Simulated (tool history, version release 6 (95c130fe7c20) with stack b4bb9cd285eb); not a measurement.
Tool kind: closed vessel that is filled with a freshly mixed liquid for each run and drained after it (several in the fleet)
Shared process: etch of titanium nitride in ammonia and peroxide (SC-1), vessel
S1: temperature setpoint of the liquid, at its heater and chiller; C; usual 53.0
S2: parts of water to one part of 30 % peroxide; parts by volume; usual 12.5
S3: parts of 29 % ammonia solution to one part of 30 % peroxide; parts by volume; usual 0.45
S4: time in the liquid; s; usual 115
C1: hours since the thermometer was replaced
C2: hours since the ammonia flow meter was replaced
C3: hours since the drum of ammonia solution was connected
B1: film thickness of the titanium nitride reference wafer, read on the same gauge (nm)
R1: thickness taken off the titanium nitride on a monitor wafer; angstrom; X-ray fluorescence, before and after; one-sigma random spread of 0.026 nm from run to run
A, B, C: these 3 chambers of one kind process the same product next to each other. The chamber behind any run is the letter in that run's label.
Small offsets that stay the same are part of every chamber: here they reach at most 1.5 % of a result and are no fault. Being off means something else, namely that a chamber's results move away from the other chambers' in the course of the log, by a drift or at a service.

Run 1C, hour 4.3: usual settings; C1 180.1; C2 550.2; C3 357.0; B1 99.991. Result: R1 82.738 angstrom.
Run 2A, hour 12.1: usual settings; C1 247.5; C2 174.3; C3 166.0; B1 100.000. Result: R1 81.739 angstrom.
Run 3B, hour 18.8: usual settings; C1 242.4; C2 29.5; C3 464.4; B1 99.996. Result: R1 82.062 angstrom.
Run 4B, hour 23.3: usual settings; C1 246.9; C2 34.0; C3 468.9; B1 99.990. Result: R1 81.948 angstrom.
Run 5C, hour 28.4: usual settings; C1 204.2; C2 574.3; C3 381.1; B1 100.010. Result: R1 82.585 angstrom.
Run 6A, hour 33.7: usual settings; C1 269.1; C2 195.9; C3 187.6; B1 100.010. Result: R1 81.941 angstrom.
Run 7A, hour 39.0: usual settings but S1 58.5 C, S3 0.60 parts by volume; C1 274.4; C2 201.2; C3 192.9; B1 99.998. Result: R1 123.790 angstrom.
Run 8C, hour 47.3: usual settings but S1 58.5 C, S3 0.60 parts by volume; C1 223.1; C2 593.2; C3 400.0; B1 100.000. Result: R1 124.820 angstrom.
Run 9B, hour 55.0: usual settings but S1 58.5 C, S3 0.60 parts by volume; C1 278.6; C2 65.7; C3 500.6; B1 100.000. Result: R1 125.220 angstrom.
Run 10A, hour 60.4: usual settings; C1 295.8; C2 222.6; C3 214.3; B1 100.010. Result: R1 81.907 angstrom.
Run 11C, hour 66.6: usual settings; C1 242.4; C2 612.5; C3 419.3; B1 99.979. Result: R1 82.594 angstrom.
Run 12B, hour 74.8: usual settings; C1 298.4; C2 85.5; C3 520.4; B1 99.974. Result: R1 82.067 angstrom.
Run 13C, hour 83.0: usual settings but S1 61.5 C, S3 0.65 parts by volume; C1 258.8; C2 628.9; C3 435.7; B1 99.998. Result: R1 154.470 angstrom.
Run 14B, hour 89.3: usual settings but S1 61.5 C, S3 0.65 parts by volume; C1 312.9; C2 100.0; C3 534.9; B1 100.000. Result: R1 153.560 angstrom.
At hour 94.7: chamber C: new drum of ammonia solution connected.
Run 15A, hour 97.4: usual settings but S1 61.5 C, S3 0.65 parts by volume; C1 332.8; C2 259.6; C3 251.3; B1 99.968. Result: R1 152.680 angstrom.
Run 16C, hour 105.1: usual settings but S4 80 s; C1 280.9; C2 651.0; C3 10.5; B1 99.990. Result: R1 57.178 angstrom.
Run 17A, hour 111.1: usual settings but S4 80 s; C1 346.5; C2 273.3; C3 265.0; B1 99.998. Result: R1 57.255 angstrom.
Run 18B, hour 116.9: usual settings but S4 80 s; C1 340.5; C2 127.6; C3 562.5; B1 99.982. Result: R1 56.719 angstrom.
Run 19C, hour 121.1: usual settings; C1 296.9; C2 667.0; C3 26.5; B1 99.995. Result: R1 82.557 angstrom.
Run 20B, hour 125.6: usual settings; C1 349.2; C2 136.3; C3 571.2; B1 99.992. Result: R1 82.093 angstrom.
Run 21A, hour 131.5: usual settings but S1 61.0 C, S2 10.0 parts by volume; C1 366.9; C2 293.7; C3 285.4; B1 99.990. Result: R1 155.700 angstrom.
Run 22B, hour 136.2: usual settings but S1 61.0 C, S2 10.0 parts by volume; C1 359.8; C2 146.9; C3 581.8; B1 99.981. Result: R1 157.860 angstrom.
At hour 140.1: chamber A: new drum of ammonia solution connected.
Run 23A, hour 143.6: usual settings but S1 61.0 C, S2 10.0 parts by volume; C1 379.0; C2 305.8; C3 3.6; B1 100.010. Result: R1 155.840 angstrom.
Run 24C, hour 151.8: usual settings; C1 327.6; C2 697.7; C3 57.2; B1 100.010. Result: R1 82.616 angstrom.
Run 25B, hour 155.6: usual settings; C1 379.2; C2 166.3; C3 601.2; B1 99.986. Result: R1 81.742 angstrom.
Run 26A, hour 162.5: usual settings; C1 397.9; C2 324.7; C3 22.5; B1 100.010. Result: R1 82.271 angstrom.
Run 27C, hour 168.6: usual settings; C1 344.4; C2 714.5; C3 74.0; B1 100.000. Result: R1 82.567 angstrom.
Run 28B, hour 173.2: usual settings; C1 396.8; C2 183.9; C3 618.8; B1 99.988. Result: R1 81.650 angstrom.
Run 29C, hour 179.7: usual settings; C1 355.5; C2 725.6; C3 85.1; B1 99.991. Result: R1 82.535 angstrom.
Run 30A, hour 187.1: usual settings; C1 422.5; C2 349.3; C3 47.1; B1 99.981. Result: R1 81.973 angstrom.
Run 31B, hour 194.4: usual settings; C1 418.0; C2 205.1; C3 640.0; B1 99.993. Result: R1 81.791 angstrom.
Run 32C, hour 198.6: usual settings; C1 374.4; C2 744.5; C3 104.0; B1 99.993. Result: R1 82.214 angstrom.
Run 33A, hour 204.2: usual settings; C1 439.6; C2 366.4; C3 64.2; B1 100.010. Result: R1 82.541 angstrom.
Run 34B, hour 209.5: usual settings; C1 433.1; C2 220.2; C3 655.1; B1 100.010. Result: R1 81.775 angstrom.
Run 35A, hour 214.7: usual settings; C1 450.1; C2 376.9; C3 74.7; B1 100.030. Result: R1 82.088 angstrom.
Run 36C, hour 219.2: usual settings but S2 18.5 parts by volume; C1 395.0; C2 765.1; C3 124.6; B1 100.020. Result: R1 66.640 angstrom.
Run 37C, hour 224.1: usual settings but S2 18.5 parts by volume; C1 399.9; C2 770.0; C3 129.5; B1 100.010. Result: R1 66.528 angstrom.
Run 38B, hour 228.1: usual settings but S2 18.5 parts by volume; C1 451.7; C2 238.8; C3 673.7; B1 100.030. Result: R1 65.875 angstrom.
Run 39A, hour 232.8: usual settings but S1 50.0 C, S3 0.30 parts by volume; C1 468.2; C2 395.0; C3 92.8; B1 99.987. Result: R1 62.092 angstrom.
Run 40B, hour 237.4: usual settings but S1 50.0 C, S3 0.30 parts by volume; C1 461.0; C2 248.1; C3 683.0; B1 100.040. Result: R1 62.007 angstrom.
Run 41A, hour 245.4: usual settings but S1 50.0 C, S3 0.30 parts by volume; C1 480.8; C2 407.6; C3 105.4; B1 100.020. Result: R1 61.970 angstrom.

For the next run the whole fleet of 3 chambers uses the same settings. Give each chamber's results:
Run 42A, hour 251.5: usual settings but S3 0.25 parts by volume. Result: R1 ?.
Run 42B, hour 251.5: usual settings but S3 0.25 parts by volume. Result: R1 ?.
Run 42C, hour 251.5: usual settings but S3 0.25 parts by volume. Result: R1 ?.

run      R1
42A  73.757
42B  73.269
42C  73.577

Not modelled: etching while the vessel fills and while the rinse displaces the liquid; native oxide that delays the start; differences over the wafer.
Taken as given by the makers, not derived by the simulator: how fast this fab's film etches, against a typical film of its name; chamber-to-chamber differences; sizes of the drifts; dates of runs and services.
